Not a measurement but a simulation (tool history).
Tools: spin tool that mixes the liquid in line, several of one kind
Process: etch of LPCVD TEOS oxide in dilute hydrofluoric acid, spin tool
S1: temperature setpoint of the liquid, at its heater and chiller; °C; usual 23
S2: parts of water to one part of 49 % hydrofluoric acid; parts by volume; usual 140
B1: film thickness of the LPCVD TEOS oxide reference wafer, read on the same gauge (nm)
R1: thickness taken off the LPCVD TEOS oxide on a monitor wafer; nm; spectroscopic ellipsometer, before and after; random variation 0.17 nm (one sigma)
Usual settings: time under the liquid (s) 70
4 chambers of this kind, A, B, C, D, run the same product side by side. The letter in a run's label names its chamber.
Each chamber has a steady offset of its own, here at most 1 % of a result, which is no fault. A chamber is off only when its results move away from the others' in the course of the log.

Run 1B, hour 8: usual settings; B1 100.03. Result: R1 25.497 nm.
Run 2D, hour 21.3: usual settings; B1 100.01. Result: R1 25.365 nm.
Run 3A, hour 33.7: usual settings; B1 99.998. Result: R1 25.572 nm.
Run 4C, hour 43.8: usual settings; B1 100.02. Result: R1 25.916 nm.
Run 5D, hour 58.3: usual settings; B1 99.985. Result: R1 25.369 nm.
Run 6B, hour 69.4: usual settings but S1 27.5 °C; B1 100. Result: R1 30.17 nm.
Run 7C, hour 82.6: usual settings but S1 27.5 °C; B1 100.05. Result: R1 30.275 nm.
Run 8A, hour 94.6: usual settings but S1 27.5 °C; B1 100.02. Result: R1 30.472 nm.
Run 9C, hour 108.9: usual settings but S1 27.5 °C; B1 100.01. Result: R1 30.496 nm.
Run 10B, hour 125: usual settings; B1 99.976. Result: R1 25.422 nm.
Run 11A, hour 134: usual settings; B1 100.01. Result: R1 25.737 nm.
Run 12D, hour 145.3: usual settings but time under the liquid (s) 60; B1 99.996. Result: R1 21.549 nm.
Run 13A, hour 161.7: usual settings but time under the liquid (s) 60; B1 99.981. Result: R1 22.144 nm.
Run 14B, hour 170.6: usual settings but time under the liquid (s) 60; B1 99.976. Result: R1 22.045 nm.
Run 15D, hour 181.4: usual settings but time under the liquid (s) 60; B1 99.961. Result: R1 21.756 nm.
Run 16C, hour 195.8: usual settings; B1 100.01. Result: R1 25.717 nm.
Run 17C, hour 211.9: usual settings; B1 99.985. Result: R1 25.52 nm.
Run 18D, hour 226.5: usual settings; B1 99.969. Result: R1 25.245 nm.
Run 19A, hour 241.6: usual settings; B1 100.03. Result: R1 26.487 nm.
Run 20B, hour 249.5: usual settings but S1 18.5 °C, S2 180 parts by volume; B1 100.01. Result: R1 16.003 nm.
Run 21B, hour 262.8: usual settings but S1 18.5 °C, S2 180 parts by volume; B1 99.978. Result: R1 15.934 nm.
Run 22C, hour 278.2: usual settings but S1 18.5 °C, S2 180 parts by volume; B1 99.984. Result: R1 16.18 nm.
At hour 280.1: chamber C: hydrofluoric acid flow meter replaced.
Run 23D, hour 288.5: usual settings but S1 18.5 °C, S2 180 parts by volume; B1 100.05. Result: R1 15.797 nm.
Run 24A, hour 300.1: usual settings; B1 100.04. Result: R1 26.884 nm.
Run 25D, hour 308.8: usual settings; B1 99.972. Result: R1 25.001 nm.
Run 26B, hour 319.7: usual settings; B1 100.04. Result: R1 25.799 nm.
Run 27A, hour 327.1: usual settings; B1 100.02. Result: R1 26.809 nm.
Run 28C, hour 337.6: usual settings but S2 160 parts by volume, time under the liquid (s) 90; B1 100.04. Result: R1 28.517 nm.
Run 29B, hour 349.6: usual settings but S2 160 parts by volume, time under the liquid (s) 90; B1 99.956. Result: R1 27.996 nm.
Run 30C, hour 360.3: usual settings but S2 160 parts by volume, time under the liquid (s) 90; B1 100. Result: R1 28.532 nm.
At hour 368.3: chamber D: hydrofluoric acid flow meter replaced.
Run 31D, hour 373.4: usual settings but S2 160 parts by volume, time under the liquid (s) 90; B1 99.949. Result: R1 27.85 nm.
Run 32A, hour 388.3: usual settings; B1 99.989. Result: R1 26.993 nm.
Run 33D, hour 396.5: usual settings; B1 100.01. Result: R1 25.554 nm.
Run 34B, hour 404.7: usual settings; B1 100.02. Result: R1 25.685 nm.
Run 35A, hour 420.5: usual settings; B1 99.964. Result: R1 27.299 nm.
Run 36C, hour 432.6: usual settings; B1 100. Result: R1 25.615 nm.
Run 37D, hour 441.4: usual settings; B1 100.04. Result: R1 25.409 nm.
Run 38A, hour 455.3: usual settings; B1 99.947. Result: R1 27.678 nm.
Run 39C, hour 470.1: usual settings but S1 27.5 °C, S2 85 parts by volume; B1 100. Result: R1 53.008 nm.
Run 40B, hour 481.7: usual settings but S1 27.5 °C, S2 85 parts by volume; B1 99.979. Result: R1 53.943 nm.
Run 41C, hour 495.6: usual settings but S1 27.5 °C, S2 85 parts by volume; B1 100.02. Result: R1 52.74 nm.

Is one chamber off against the others, does the gauge drift, or is nothing wrong? If a chamber is off, say which, and what the likeliest cause is.

Chamber A drifts away from the others.
Cause: liquid hotter than its thermometer reads (K) = 2.29.
The log may not tell that from: hydrofluoric acid flow above the setpoint (%).

Here are 4 candidates for chamber A's next run, each the usual settings with a change, their results left as question marks. Which one brings its results back in line with what the others give on the usual settings?
In line means no further than this from the other chambers' mean on the usual settings: R1 0.58 nm
Run 42A-1, hour 507.4: usual settings but S1 21 °C. Result: R1 ?.
Run 42A-2, hour 507.4: usual settings but S1 24 °C. Result: R1 ?.
Run 42A-3, hour 507.4: usual settings but S2 145 parts by volume. Result: R1 ?.
Run 42A-4, hour 507.4: usual settings but S2 130 parts by volume. Result: R1 ?.

The other chambers' mean on the usual settings: R1 25.56 nm
  run      R1
42A-1  25.816
42A-2  28.928
42A-3  26.761
42A-4  30.331
42A-1 brings the chamber back in line.
